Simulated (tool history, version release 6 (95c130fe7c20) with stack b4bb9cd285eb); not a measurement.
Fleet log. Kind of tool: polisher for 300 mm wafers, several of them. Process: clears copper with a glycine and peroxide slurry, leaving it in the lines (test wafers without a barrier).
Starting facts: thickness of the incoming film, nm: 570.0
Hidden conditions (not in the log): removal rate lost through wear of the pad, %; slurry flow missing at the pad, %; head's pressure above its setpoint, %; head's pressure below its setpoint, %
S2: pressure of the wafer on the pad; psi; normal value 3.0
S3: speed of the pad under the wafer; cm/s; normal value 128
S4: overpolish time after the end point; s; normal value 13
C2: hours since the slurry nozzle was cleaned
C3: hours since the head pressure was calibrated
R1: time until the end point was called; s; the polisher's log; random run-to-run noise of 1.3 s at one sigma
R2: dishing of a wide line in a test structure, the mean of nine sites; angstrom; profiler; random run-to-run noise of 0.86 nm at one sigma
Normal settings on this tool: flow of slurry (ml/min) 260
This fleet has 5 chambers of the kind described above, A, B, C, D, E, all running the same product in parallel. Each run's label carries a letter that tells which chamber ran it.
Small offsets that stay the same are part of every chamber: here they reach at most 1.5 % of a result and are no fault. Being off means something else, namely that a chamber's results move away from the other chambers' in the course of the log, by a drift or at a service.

{"run": "1C", "day": 0.288, "flow of slurry (ml/min)": 260, "S2": 3.0, "S3": 128, "S4": 13, "wafers polished on this pad": 650, "C2": 506.7, "C3": 618.3, "R1": 88.426, "R2": 579.37}
{"day": 0.442, "done": "chamber C: head pressure recalibrated"}
{"day": 0.692, "done": "chamber C: worn pad replaced by a new one"}
{"run": "2E", "day": 0.762, "flow of slurry (ml/min)": 260, "S2": 3.0, "S3": 128, "S4": 13, "wafers polished on this pad": 165, "C2": 359.7, "C3": 253.0, "R1": 85.799, "R2": 572.36}
{"day": 0.904, "done": "chamber B: worn pad replaced by a new one"}
{"run": "3D", "day": 1.125, "flow of slurry (ml/min)": 260, "S2": 3.0, "S3": 128, "S4": 13, "wafers polished on this pad": 627, "C2": 210.9, "C3": 196.3, "R1": 86.047, "R2": 576.67}
{"run": "4A", "day": 1.612, "flow of slurry (ml/min)": 260, "S2": 3.0, "S3": 128, "S4": 13, "wafers polished on this pad": 1024, "C2": 378.1, "C3": 738.7, "R1": 86.033, "R2": 570.24}
{"day": 1.771, "done": "chamber A: head pressure recalibrated"}
{"run": "5B", "day": 1.833, "flow of slurry (ml/min)": 260, "S2": 3.0, "S3": 128, "S4": 13, "wafers polished on this pad": 138, "C2": 296.4, "C3": 1065.2, "R1": 88.055, "R2": 565.73}
{"day": 1.917, "done": "chamber D: worn pad replaced by a new one"}
{"day": 2.125, "done": "chamber A: slurry nozzle cleaned"}
{"day": 2.158, "done": "chamber C: slurry nozzle cleaned"}
{"run": "6A", "day": 2.171, "flow of slurry (ml/min)": 260, "S2": 3.0, "S3": 128, "S4": 13, "wafers polished on this pad": 1107, "C2": 1.2, "C3": 9.7, "R1": 84.25, "R2": 569.53}
{"run": "7C", "day": 2.646, "flow of slurry (ml/min)": 260, "S2": 3.0, "S3": 128, "S4": 13, "wafers polished on this pad": 290, "C2": 11.7, "C3": 52.9, "R1": 86.167, "R2": 572.82}
{"day": 2.729, "done": "chamber A: worn pad replaced by a new one"}
{"run": "8B", "day": 3.029, "flow of slurry (ml/min)": 260, "S2": 3.0, "S3": 102, "S4": 13, "wafers polished on this pad": 315, "C2": 325.1, "C3": 1093.9, "R1": 103.5, "R2": 483.95}
{"day": 3.108, "done": "chamber B: head pressure recalibrated"}
{"run": "9E", "day": 3.354, "flow of slurry (ml/min)": 260, "S2": 3.0, "S3": 102, "S4": 13, "wafers polished on this pad": 550, "C2": 421.9, "C3": 315.2, "R1": 106.48, "R2": 474.33}
{"run": "10D", "day": 3.692, "flow of slurry (ml/min)": 260, "S2": 3.0, "S3": 102, "S4": 13, "wafers polished on this pad": 263, "C2": 272.5, "C3": 257.9, "R1": 107.26, "R2": 482.14}
{"run": "11B", "day": 4.071, "flow of slurry (ml/min)": 260, "S2": 3.0, "S3": 102, "S4": 13, "wafers polished on this pad": 470, "C2": 350.1, "C3": 23.2, "R1": 104.91, "R2": 487.01}
{"run": "12C", "day": 4.35, "flow of slurry (ml/min)": 260, "S2": 3.0, "S3": 102, "S4": 13, "wafers polished on this pad": 542, "C2": 52.6, "C3": 93.8, "R1": 103.35, "R2": 489.87}
{"run": "13A", "day": 4.775, "flow of slurry (ml/min)": 335, "S2": 3.8, "S3": 128, "S4": 13, "wafers polished on this pad": 303, "C2": 63.7, "C3": 72.2, "R1": 69.332, "R2": 687.66}
{"run": "14E", "day": 5.088, "flow of slurry (ml/min)": 335, "S2": 3.8, "S3": 128, "S4": 13, "wafers polished on this pad": 807, "C2": 463.5, "C3": 356.8, "R1": 68.967, "R2": 708.05}
{"day": 5.158, "done": "chamber C: worn pad replaced by a new one"}
{"run": "15D", "day": 5.471, "flow of slurry (ml/min)": 335, "S2": 3.8, "S3": 128, "S4": 13, "wafers polished on this pad": 527, "C2": 315.2, "C3": 300.6, "R1": 71.933, "R2": 702.17}
{"run": "16A", "day": 5.783, "flow of slurry (ml/min)": 335, "S2": 3.8, "S3": 128, "S4": 13, "wafers polished on this pad": 453, "C2": 87.9, "C3": 96.4, "R1": 67.874, "R2": 688.88}
{"day": 5.979, "done": "chamber D: worn pad replaced by a new one"}
{"run": "17B", "day": 6.062, "flow of slurry (ml/min)": 335, "S2": 3.8, "S3": 128, "S4": 13, "wafers polished on this pad": 765, "C2": 397.9, "C3": 71.0, "R1": 69.615, "R2": 700.3}
{"run": "18E", "day": 6.471, "flow of slurry (ml/min)": 260, "S2": 3.0, "S3": 128, "S4": 13, "wafers polished on this pad": 1012, "C2": 496.7, "C3": 390.0, "R1": 87.542, "R2": 586.02}
{"run": "19C", "day": 6.908, "flow of slurry (ml/min)": 260, "S2": 3.0, "S3": 128, "S4": 13, "wafers polished on this pad": 259, "C2": 114.0, "C3": 155.2, "R1": 87.469, "R2": 575.1}
{"day": 7.179, "done": "chamber D: head pressure recalibrated"}
{"run": "20D", "day": 7.325, "flow of slurry (ml/min)": 260, "S2": 3.0, "S3": 108, "S4": 13, "wafers polished on this pad": 200, "C2": 359.7, "C3": 3.6, "R1": 98.154, "R2": 490.73}
{"run": "21B", "day": 7.808, "flow of slurry (ml/min)": 260, "S2": 3.0, "S3": 108, "S4": 13, "wafers polished on this pad": 1024, "C2": 439.8, "C3": 112.9, "R1": 100.65, "R2": 498.34}
{"run": "22E", "day": 8.112, "flow of slurry (ml/min)": 260, "S2": 3.0, "S3": 108, "S4": 13, "wafers polished on this pad": 1256, "C2": 536.1, "C3": 429.4, "R1": 101.34, "R2": 501.15}
{"run": "23D", "day": 8.333, "flow of slurry (ml/min)": 260, "S2": 3.0, "S3": 108, "S4": 13, "wafers polished on this pad": 349, "C2": 383.9, "C3": 27.8, "R1": 102.68, "R2": 504.26}
{"day": 8.404, "done": "chamber E: worn pad replaced by a new one"}
{"run": "24A", "day": 8.612, "flow of slurry (ml/min)": 260, "S2": 3.0, "S3": 108, "S4": 13, "wafers polished on this pad": 873, "C2": 155.8, "C3": 164.3, "R1": 98.073, "R2": 508.48}
{"run": "25C", "day": 9.042, "flow of slurry (ml/min)": 260, "S2": 3.0, "S3": 128, "S4": 13, "wafers polished on this pad": 576, "C2": 165.2, "C3": 206.4, "R1": 85.411, "R2": 556.09}
{"run": "26B", "day": 9.383, "flow of slurry (ml/min)": 260, "S2": 3.0, "S3": 128, "S4": 13, "wafers polished on this pad": 1258, "C2": 477.6, "C3": 150.7, "R1": 84.109, "R2": 588.03}
{"day": 9.492, "done": "chamber B: worn pad replaced by a new one"}
{"day": 9.521, "done": "chamber E: slurry nozzle cleaned"}
{"day": 9.7, "done": "chamber C: worn pad replaced by a new one"}
{"run": "27E", "day": 9.754, "flow of slurry (ml/min)": 225, "S2": 2.6, "S3": 128, "S4": 13, "wafers polished on this pad": 200, "C2": 5.7, "C3": 468.8, "R1": 99.233, "R2": 493.34}
{"run": "28D", "day": 10.079, "flow of slurry (ml/min)": 225, "S2": 2.6, "S3": 128, "S4": 13, "wafers polished on this pad": 608, "C2": 425.8, "C3": 69.7, "R1": 101.4, "R2": 486.5}
{"run": "29C", "day": 10.304, "flow of slurry (ml/min)": 225, "S2": 2.6, "S3": 128, "S4": 13, "wafers polished on this pad": 89, "C2": 195.5, "C3": 236.7, "R1": 98.523, "R2": 511.42}
{"day": 10.438, "done": "chamber A: worn pad replaced by a new one"}
{"run": "30A", "day": 10.571, "flow of slurry (ml/min)": 225, "S2": 2.6, "S3": 128, "S4": 13, "wafers polished on this pad": 19, "C2": 202.8, "C3": 211.3, "R1": 96.298, "R2": 495.27}
{"day": 10.888, "done": "chamber D: worn pad replaced by a new one"}
{"run": "31B", "day": 10.908, "flow of slurry (ml/min)": 225, "S2": 2.6, "S3": 128, "S4": 13, "wafers polished on this pad": 210, "C2": 514.2, "C3": 187.3, "R1": 98.227, "R2": 512.34}
{"run": "32C", "day": 11.375, "flow of slurry (ml/min)": 260, "S2": 3.0, "S3": 128, "S4": 13, "wafers polished on this pad": 248, "C2": 221.2, "C3": 262.4, "R1": 84.354, "R2": 564.12}
{"run": "33D", "day": 11.662, "flow of slurry (ml/min)": 260, "S2": 3.0, "S3": 128, "S4": 13, "wafers polished on this pad": 115, "C2": 463.8, "C3": 107.7, "R1": 85.411, "R2": 558.82}
{"run": "34E", "day": 12.008, "flow of slurry (ml/min)": 260, "S2": 3.0, "S3": 128, "S4": 13, "wafers polished on this pad": 535, "C2": 59.8, "C3": 522.9, "R1": 88.508, "R2": 556.51}
{"run": "35A", "day": 12.242, "flow of slurry (ml/min)": 190, "S2": 2.5, "S3": 128, "S4": 13, "wafers polished on this pad": 267, "C2": 242.9, "C3": 251.4, "R1": 102.14, "R2": 480.77}
{"run": "36E", "day": 12.654, "flow of slurry (ml/min)": 190, "S2": 2.5, "S3": 128, "S4": 13, "wafers polished on this pad": 630, "C2": 75.3, "C3": 538.4, "R1": 107.98, "R2": 479.75}
{"run": "37D", "day": 12.996, "flow of slurry (ml/min)": 190, "S2": 2.5, "S3": 128, "S4": 13, "wafers polished on this pad": 313, "C2": 495.8, "C3": 139.7, "R1": 106.59, "R2": 478.67}
{"run": "38A", "day": 13.45, "flow of slurry (ml/min)": 190, "S2": 2.5, "S3": 128, "S4": 13, "wafers polished on this pad": 446, "C2": 271.9, "C3": 280.4, "R1": 106.09, "R2": 486.43}

For the next run the whole fleet of 5 chambers uses the same settings. Give each chamber's results:
{"run": "39A", "day": 13.8, "flow of slurry (ml/min)": 260, "S2": 3.0, "S3": 128, "S4": 13, "R1": "?", "R2": "?"}
{"run": "39B", "day": 13.8, "flow of slurry (ml/min)": 260, "S2": 3.0, "S3": 128, "S4": 13, "R1": "?", "R2": "?"}
{"run": "39C", "day": 13.8, "flow of slurry (ml/min)": 260, "S2": 3.0, "S3": 128, "S4": 13, "R1": "?", "R2": "?"}
{"run": "39D", "day": 13.8, "flow of slurry (ml/min)": 260, "S2": 3.0, "S3": 128, "S4": 13, "R1": "?", "R2": "?"}
{"run": "39E", "day": 13.8, "flow of slurry (ml/min)": 260, "S2": 3.0, "S3": 128, "S4": 13, "R1": "?", "R2": "?"}

run=39A R1=88.993 R2=555.95
run=39B R1=87.933 R2=554.29
run=39C R1=85.205 R2=571.04
run=39D R1=87.013 R2=574.68
run=39E R1=87.660 R2=569.73
